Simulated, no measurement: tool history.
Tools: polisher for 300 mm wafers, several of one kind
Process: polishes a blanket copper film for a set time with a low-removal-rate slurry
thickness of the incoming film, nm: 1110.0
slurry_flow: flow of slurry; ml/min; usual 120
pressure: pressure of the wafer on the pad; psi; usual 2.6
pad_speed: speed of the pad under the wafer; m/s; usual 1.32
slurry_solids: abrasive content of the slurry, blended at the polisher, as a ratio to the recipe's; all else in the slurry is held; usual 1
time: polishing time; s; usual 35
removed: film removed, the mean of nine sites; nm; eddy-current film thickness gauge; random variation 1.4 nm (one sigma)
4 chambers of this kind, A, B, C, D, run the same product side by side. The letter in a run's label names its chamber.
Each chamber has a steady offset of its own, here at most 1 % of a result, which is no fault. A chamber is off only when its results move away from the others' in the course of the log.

run 1A hour=4.0 | slurry_flow=120 pressure=2.6 pad_speed=1.32 slurry_solids=1 time=35 | removed=145.20
run 2C hour=6.2 | slurry_flow=120 pressure=2.6 pad_speed=1.32 slurry_solids=1 time=35 | removed=142.47
run 3B hour=9.9 | slurry_flow=120 pressure=2.6 pad_speed=1.32 slurry_solids=1 time=35 | removed=143.99
run 4D hour=13.2 | slurry_flow=120 pressure=2.6 pad_speed=1.32 slurry_solids=1 time=35 | removed=143.24
run 5A hour=17.0 | slurry_flow=120 pressure=2.6 pad_speed=1.32 slurry_solids=1 time=35 | removed=144.53
run 6D hour=21.3 | slurry_flow=135 pressure=2.6 pad_speed=1.32 slurry_solids=1 time=35 | removed=152.52
-- hour=23.8 chamber C: worn pad replaced by a new one
run 7C hour=24.6 | slurry_flow=135 pressure=2.6 pad_speed=1.32 slurry_solids=1 time=35 | removed=146.95
run 8B hour=27.8 | slurry_flow=135 pressure=2.6 pad_speed=1.32 slurry_solids=1 time=35 | removed=148.55
run 9A hour=30.3 | slurry_flow=135 pressure=2.6 pad_speed=1.32 slurry_solids=1 time=35 | removed=149.01
run 10D hour=34.9 | slurry_flow=120 pressure=2.6 pad_speed=1.32 slurry_solids=1 time=35 | removed=148.67
-- hour=36.8 chamber D: worn pad replaced by a new one
-- hour=38.0 chamber A: worn pad replaced by a new one
run 11B hour=38.8 | slurry_flow=120 pressure=2.6 pad_speed=1.32 slurry_solids=1 time=35 | removed=146.10
run 12C hour=41.2 | slurry_flow=120 pressure=2.6 pad_speed=1.32 slurry_solids=1 time=35 | removed=142.50
run 13B hour=44.9 | slurry_flow=120 pressure=2.6 pad_speed=1.32 slurry_solids=1 time=35 | removed=142.87
run 14A hour=48.1 | slurry_flow=120 pressure=2.6 pad_speed=1.32 slurry_solids=1 time=35 | removed=143.63
run 15D hour=52.7 | slurry_flow=120 pressure=2.6 pad_speed=1.32 slurry_solids=1 time=35 | removed=146.96
run 16C hour=56.2 | slurry_flow=120 pressure=2.6 pad_speed=1.32 slurry_solids=1 time=35 | removed=143.04
run 17D hour=58.3 | slurry_flow=120 pressure=2.6 pad_speed=1.32 slurry_solids=1 time=35 | removed=145.93
-- hour=59.1 chamber A: slurry blender recalibrated
run 18B hour=62.4 | slurry_flow=155 pressure=2.3 pad_speed=1.32 slurry_solids=1 time=35 | removed=135.35
run 19A hour=66.9 | slurry_flow=155 pressure=2.3 pad_speed=1.32 slurry_solids=1 time=35 | removed=135.39
run 20C hour=69.3 | slurry_flow=155 pressure=2.3 pad_speed=1.32 slurry_solids=1 time=35 | removed=133.45
run 21C hour=72.9 | slurry_flow=155 pressure=2.3 pad_speed=1.32 slurry_solids=1 time=35 | removed=133.15
run 22D hour=77.4 | slurry_flow=120 pressure=2.6 pad_speed=1.32 slurry_solids=1 time=35 | removed=145.73
run 23B hour=82.1 | slurry_flow=120 pressure=2.6 pad_speed=1.54 slurry_solids=1 time=44 | removed=211.18
run 24A hour=84.2 | slurry_flow=120 pressure=2.6 pad_speed=1.54 slurry_solids=1 time=44 | removed=211.69
run 25D hour=87.0 | slurry_flow=120 pressure=2.6 pad_speed=1.54 slurry_solids=1 time=44 | removed=214.27
run 26A hour=89.7 | slurry_flow=120 pressure=2.6 pad_speed=1.54 slurry_solids=1 time=44 | removed=216.28
run 27C hour=94.0 | slurry_flow=120 pressure=3.4 pad_speed=1.32 slurry_solids=1 time=40 | removed=220.50
run 28B hour=96.1 | slurry_flow=120 pressure=3.4 pad_speed=1.32 slurry_solids=1 time=40 | removed=218.04
run 29D hour=99.6 | slurry_flow=120 pressure=3.4 pad_speed=1.32 slurry_solids=1 time=40 | removed=217.79
-- hour=101.2 chamber C: slurry blender recalibrated
run 30C hour=102.5 | slurry_flow=120 pressure=3.4 pad_speed=1.32 slurry_solids=1 time=40 | removed=217.67

All 4 chambers run these settings next. Forecast each chamber's results:
run 31A hour=105.9 | slurry_flow=120 pressure=2.6 pad_speed=1.76 slurry_solids=1 time=35 | removed=?
run 31B hour=105.9 | slurry_flow=120 pressure=2.6 pad_speed=1.76 slurry_solids=1 time=35 | removed=?
run 31C hour=105.9 | slurry_flow=120 pressure=2.6 pad_speed=1.76 slurry_solids=1 time=35 | removed=?
run 31D hour=105.9 | slurry_flow=120 pressure=2.6 pad_speed=1.76 slurry_solids=1 time=35 | removed=?

run=31A removed=196.62
run=31B removed=194.33
run=31C removed=191.96
run=31D removed=195.23

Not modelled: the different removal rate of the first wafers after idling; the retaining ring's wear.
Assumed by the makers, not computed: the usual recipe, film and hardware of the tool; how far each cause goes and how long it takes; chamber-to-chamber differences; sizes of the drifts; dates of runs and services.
